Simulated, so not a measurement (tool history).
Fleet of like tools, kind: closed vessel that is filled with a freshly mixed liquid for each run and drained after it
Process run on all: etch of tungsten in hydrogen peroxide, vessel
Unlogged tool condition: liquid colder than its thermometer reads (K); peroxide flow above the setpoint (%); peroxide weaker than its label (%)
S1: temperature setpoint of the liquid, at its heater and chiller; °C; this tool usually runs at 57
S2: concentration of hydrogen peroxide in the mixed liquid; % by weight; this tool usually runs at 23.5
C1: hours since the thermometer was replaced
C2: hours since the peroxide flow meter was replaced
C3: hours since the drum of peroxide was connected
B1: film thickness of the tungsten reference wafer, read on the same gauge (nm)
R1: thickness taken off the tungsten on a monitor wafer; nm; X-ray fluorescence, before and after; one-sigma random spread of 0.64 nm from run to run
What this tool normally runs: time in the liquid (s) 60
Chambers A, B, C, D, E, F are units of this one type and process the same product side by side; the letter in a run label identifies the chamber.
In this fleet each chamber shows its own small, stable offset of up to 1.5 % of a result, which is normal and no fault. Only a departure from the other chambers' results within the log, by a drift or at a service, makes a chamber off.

run 1C hour=4.5 | S1=57 S2=23.5 time_in_the_liquid_(s)=60 | C1=1110.4 C2=446.1 C3=749.8 | B1=129.99 | R1=161.760
run 2B hour=8.0 | S1=57 S2=23.5 time_in_the_liquid_(s)=60 | C1=22.0 C2=1985.3 C3=330.0 | B1=129.97 | R1=160.500
run 3F hour=12.2 | S1=57 S2=23.5 time_in_the_liquid_(s)=60 | C1=152.3 C2=1697.5 C3=122.5 | B1=129.99 | R1=159.640
run 4D hour=17.2 | S1=57 S2=23.5 time_in_the_liquid_(s)=60 | C1=723.4 C2=331.5 C3=127.7 | B1=129.99 | R1=160.130
run 5E hour=23.7 | S1=57 S2=23.5 time_in_the_liquid_(s)=60 | C1=1119.6 C2=1167.6 C3=464.8 | B1=130.01 | R1=159.120
run 6A hour=27.3 | S1=57 S2=23.5 time_in_the_liquid_(s)=60 | C1=376.2 C2=188.1 C3=227.1 | B1=130.01 | R1=158.370
run 7D hour=33.1 | S1=57 S2=23.5 time_in_the_liquid_(s)=60 | C1=739.3 C2=347.4 C3=143.6 | B1=130.02 | R1=159.400
run 8A hour=36.9 | S1=57 S2=23.5 time_in_the_liquid_(s)=60 | C1=385.8 C2=197.7 C3=236.7 | B1=130.01 | R1=159.510
run 9F hour=43.6 | S1=57 S2=23.5 time_in_the_liquid_(s)=60 | C1=183.7 C2=1728.9 C3=153.9 | B1=130.00 | R1=160.640
-- hour=49.2 chamber C: peroxide flow meter replaced
run 10B hour=51.1 | S1=57 S2=20.5 time_in_the_liquid_(s)=60 | C1=65.1 C2=2028.4 C3=373.1 | B1=129.99 | R1=150.530
run 11C hour=57.7 | S1=57 S2=20.5 time_in_the_liquid_(s)=60 | C1=1163.6 C2=8.6 C3=803.0 | B1=129.96 | R1=149.880
run 12E hour=64.6 | S1=57 S2=20.5 time_in_the_liquid_(s)=60 | C1=1160.5 C2=1208.5 C3=505.7 | B1=130.00 | R1=149.210
run 13E hour=68.2 | S1=57 S2=20.5 time_in_the_liquid_(s)=60 | C1=1164.1 C2=1212.1 C3=509.3 | B1=129.99 | R1=148.980
run 14C hour=72.2 | S1=57 S2=20.5 time_in_the_liquid_(s)=60 | C1=1178.1 C2=23.1 C3=817.5 | B1=130.01 | R1=150.610
run 15F hour=77.8 | S1=57 S2=20.5 time_in_the_liquid_(s)=60 | C1=217.9 C2=1763.1 C3=188.1 | B1=130.01 | R1=149.880
run 16D hour=82.2 | S1=57 S2=23.5 time_in_the_liquid_(s)=60 | C1=788.4 C2=396.5 C3=192.7 | B1=129.99 | R1=158.130
run 17A hour=89.5 | S1=57 S2=23.5 time_in_the_liquid_(s)=60 | C1=438.4 C2=250.3 C3=289.3 | B1=129.98 | R1=159.920
run 18B hour=97.1 | S1=57 S2=23.5 time_in_the_liquid_(s)=60 | C1=111.1 C2=2074.4 C3=419.1 | B1=130.01 | R1=161.420
run 19B hour=103.2 | S1=57 S2=23.5 time_in_the_liquid_(s)=60 | C1=117.2 C2=2080.5 C3=425.2 | B1=129.96 | R1=161.270
run 20E hour=107.2 | S1=57 S2=23.5 time_in_the_liquid_(s)=60 | C1=1203.1 C2=1251.1 C3=548.3 | B1=130.01 | R1=158.900
run 21C hour=112.3 | S1=50 S2=23.5 time_in_the_liquid_(s)=70 | C1=1218.2 C2=63.2 C3=857.6 | B1=130.01 | R1=123.540
run 22A hour=120.1 | S1=50 S2=23.5 time_in_the_liquid_(s)=70 | C1=469.0 C2=280.9 C3=319.9 | B1=130.00 | R1=123.320
run 23D hour=124.8 | S1=50 S2=23.5 time_in_the_liquid_(s)=70 | C1=831.0 C2=439.1 C3=235.3 | B1=129.98 | R1=120.730
run 24F hour=130.5 | S1=50 S2=23.5 time_in_the_liquid_(s)=70 | C1=270.6 C2=1815.8 C3=240.8 | B1=129.98 | R1=123.240
run 25C hour=134.9 | S1=50 S2=23.5 time_in_the_liquid_(s)=70 | C1=1240.8 C2=85.8 C3=880.2 | B1=130.00 | R1=124.830
run 26A hour=139.1 | S1=50 S2=23.5 time_in_the_liquid_(s)=70 | C1=488.0 C2=299.9 C3=338.9 | B1=130.00 | R1=123.100
run 27F hour=143.0 | S1=57 S2=23.5 time_in_the_liquid_(s)=60 | C1=283.1 C2=1828.3 C3=253.3 | B1=130.01 | R1=158.740
run 28D hour=147.2 | S1=57 S2=23.5 time_in_the_liquid_(s)=60 | C1=853.4 C2=461.5 C3=257.7 | B1=130.02 | R1=156.570
run 29B hour=152.3 | S1=53 S2=23.5 time_in_the_liquid_(s)=40 | C1=166.3 C2=2129.6 C3=474.3 | B1=129.97 | R1=84.461
run 30E hour=156.7 | S1=53 S2=23.5 time_in_the_liquid_(s)=40 | C1=1252.6 C2=1300.6 C3=597.8 | B1=130.00 | R1=83.542
-- hour=158.0 chamber B: peroxide flow meter replaced
-- hour=158.2 chamber E: thermometer replaced
run 31C hour=163.7 | S1=53 S2=23.5 time_in_the_liquid_(s)=40 | C1=1269.6 C2=114.6 C3=909.0 | B1=130.02 | R1=84.746
run 32A hour=169.5 | S1=53 S2=23.5 time_in_the_liquid_(s)=40 | C1=518.4 C2=330.3 C3=369.3 | B1=130.01 | R1=83.731
run 33B hour=174.6 | S1=53 S2=23.5 time_in_the_liquid_(s)=40 | C1=188.6 C2=16.7 C3=496.6 | B1=130.00 | R1=84.582
run 34D hour=180.9 | S1=53 S2=23.5 time_in_the_liquid_(s)=40 | C1=887.1 C2=495.2 C3=291.4 | B1=130.00 | R1=81.782
run 35F hour=186.6 | S1=57 S2=23.5 time_in_the_liquid_(s)=60 | C1=326.7 C2=1871.9 C3=296.9 | B1=130.03 | R1=160.710
run 36E hour=190.9 | S1=57 S2=23.5 time_in_the_liquid_(s)=60 | C1=32.8 C2=1334.8 C3=632.0 | B1=130.02 | R1=159.590
run 37A hour=196.7 | S1=57 S2=23.5 time_in_the_liquid_(s)=60 | C1=545.6 C2=357.5 C3=396.5 | B1=130.01 | R1=158.800

Decide between three cases: one chamber stands off from its peers, the gauge reading all wafers drifts, or nothing is wrong past each chamber's small offset. Where a chamber is off, say which and what most likely put it there.

It is chamber D that slowly wanders off from its peers.
What lies behind it: peroxide weaker than its label (%) = 6.87.
The log may not tell that from: liquid colder than its thermometer reads (K); peroxide flow below the setpoint (%).

Here are 4 candidates for chamber D's next run, each the usual settings with a change, their results left as question marks. Which one brings its results back in line with what the others give on the usual settings?
To be in line, a result may differ from the other chambers' mean on the usual settings by at most: R1 2.200 nm
run 38D-1 hour=202.5 | S1=57 S2=22.0 time_in_the_liquid_(s)=60 | R1=?
run 38D-2 hour=202.5 | S1=57 S2=25.5 time_in_the_liquid_(s)=60 | R1=?
run 38D-3 hour=202.5 | S1=57 S2=26.5 time_in_the_liquid_(s)=60 | R1=?
run 38D-4 hour=202.5 | S1=57 S2=20.5 time_in_the_liquid_(s)=60 | R1=?

Usual-settings mean across the other chambers: R1 160.130 nm
run=38D-1 R1=149.350
run=38D-2 R1=160.810
run=38D-3 R1=163.940
run=38D-4 R1=144.160
With 38D-2, the chamber falls back in line with the rest.
